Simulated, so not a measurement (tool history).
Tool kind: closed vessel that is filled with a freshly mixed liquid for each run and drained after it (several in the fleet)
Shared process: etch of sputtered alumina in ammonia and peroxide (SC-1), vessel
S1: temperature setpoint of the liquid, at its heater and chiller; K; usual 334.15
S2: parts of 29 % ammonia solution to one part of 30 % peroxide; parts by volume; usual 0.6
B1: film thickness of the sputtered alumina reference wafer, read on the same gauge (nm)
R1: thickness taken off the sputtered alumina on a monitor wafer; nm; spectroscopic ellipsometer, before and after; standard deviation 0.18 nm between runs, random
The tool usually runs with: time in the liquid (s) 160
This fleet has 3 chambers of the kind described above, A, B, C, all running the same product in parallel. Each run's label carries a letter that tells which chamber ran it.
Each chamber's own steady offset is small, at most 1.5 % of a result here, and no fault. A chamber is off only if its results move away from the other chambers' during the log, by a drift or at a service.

Run 1C, day 0.608: usual settings; B1 120.02. Result: R1 21.056 nm.
Run 2B, day 0.958: usual settings; B1 120.02. Result: R1 21.121 nm.
Run 3A, day 1.233: usual settings; B1 119.99. Result: R1 21.393 nm.
Run 4C, day 1.658: usual settings; B1 119.99. Result: R1 21.28 nm.
Run 5B, day 2.017: usual settings; B1 119.99. Result: R1 21.456 nm.
Run 6A, day 2.304: usual settings; B1 119.99. Result: R1 21.306 nm.
Run 7C, day 2.888: usual settings; B1 119.99. Result: R1 21.22 nm.
Run 8A, day 3.179: usual settings; B1 120. Result: R1 21.562 nm.
Run 9B, day 3.488: usual settings; B1 120. Result: R1 20.705 nm.
Run 10A, day 4: usual settings but S1 331.15 K, time in the liquid (s) 205; B1 120.02. Result: R1 23.633 nm.
Run 11C, day 4.45: usual settings but S1 331.15 K, time in the liquid (s) 205; B1 120. Result: R1 22.938 nm.
Run 12B, day 4.954: usual settings but S1 331.15 K, time in the liquid (s) 205; B1 119.96. Result: R1 22.934 nm.
Run 13C, day 5.317: usual settings; B1 119.99. Result: R1 21.177 nm.
Run 14B, day 5.721: usual settings but time in the liquid (s) 130; B1 120. Result: R1 16.719 nm.
Run 15A, day 6.017: usual settings but time in the liquid (s) 130; B1 120.02. Result: R1 17.217 nm.
Run 16C, day 6.304: usual settings but time in the liquid (s) 130; B1 120.02. Result: R1 17.035 nm.
At day 6.558: chamber C: ammonia flow meter replaced.
At day 6.588: chamber C: new drum of ammonia solution connected.
Run 17B, day 6.892: usual settings but S2 0.35 parts by volume, time in the liquid (s) 235; B1 119.99. Result: R1 28.31 nm.
Run 18A, day 7.404: usual settings but S2 0.35 parts by volume, time in the liquid (s) 235; B1 120. Result: R1 30.214 nm.
Run 19C, day 7.788: usual settings but S2 0.35 parts by volume, time in the liquid (s) 235; B1 120.02. Result: R1 29.27 nm.
Run 20B, day 8.233: usual settings; B1 119.98. Result: R1 19.777 nm.
Run 21A, day 8.708: usual settings; B1 119.99. Result: R1 21.493 nm.
Run 22C, day 9.062: usual settings; B1 119.98. Result: R1 21.206 nm.
Run 23B, day 9.438: usual settings; B1 119.99. Result: R1 19.407 nm.
At day 9.842: chamber A: new drum of ammonia solution connected.
Run 24A, day 9.842: usual settings; B1 119.97. Result: R1 21.422 nm.
At day 10.004: chamber B: new drum of ammonia solution connected.
Run 25B, day 10.262: usual settings; B1 120. Result: R1 19.142 nm.
Run 26C, day 10.612: usual settings but S1 340.65 K; B1 120. Result: R1 29.364 nm.

Is one chamber out of step, is the gauge drifting, or do the chambers differ by no more than their own small offsets? For an off chamber, give its letter and the likeliest cause.

It is chamber B that slowly wanders off from its peers.
Likeliest cause: liquid colder than its thermometer reads (K) = 1.89.

Chamber B could run next with any of the 4 candidate recipes listed below; each alters the usual settings, and their results appear as question marks. Which one brings its results back in line with what the other chambers deliver on the usual settings?
Counts as in line when no further than this from what the other chambers average on the usual settings: R1 0.63 nm
Run 27B-1, day 11.05: usual settings but S1 336.15 K. Result: R1 ?.
Run 27B-2, day 11.05: usual settings but S1 333.65 K, time in the liquid (s) 150. Result: R1 ?.
Run 27B-3, day 11.05: usual settings but S2 0.4 parts by volume. Result: R1 ?.
Run 27B-4, day 11.05: usual settings but time in the liquid (s) 165. Result: R1 ?.

Mean of the other chambers on the usual settings: R1 21.23 nm
  run      R1
27B-1  21.374
27B-2  17.631
27B-3  18.585
27B-4  19.902
With 27B-1, the chamber falls back in line with the rest.
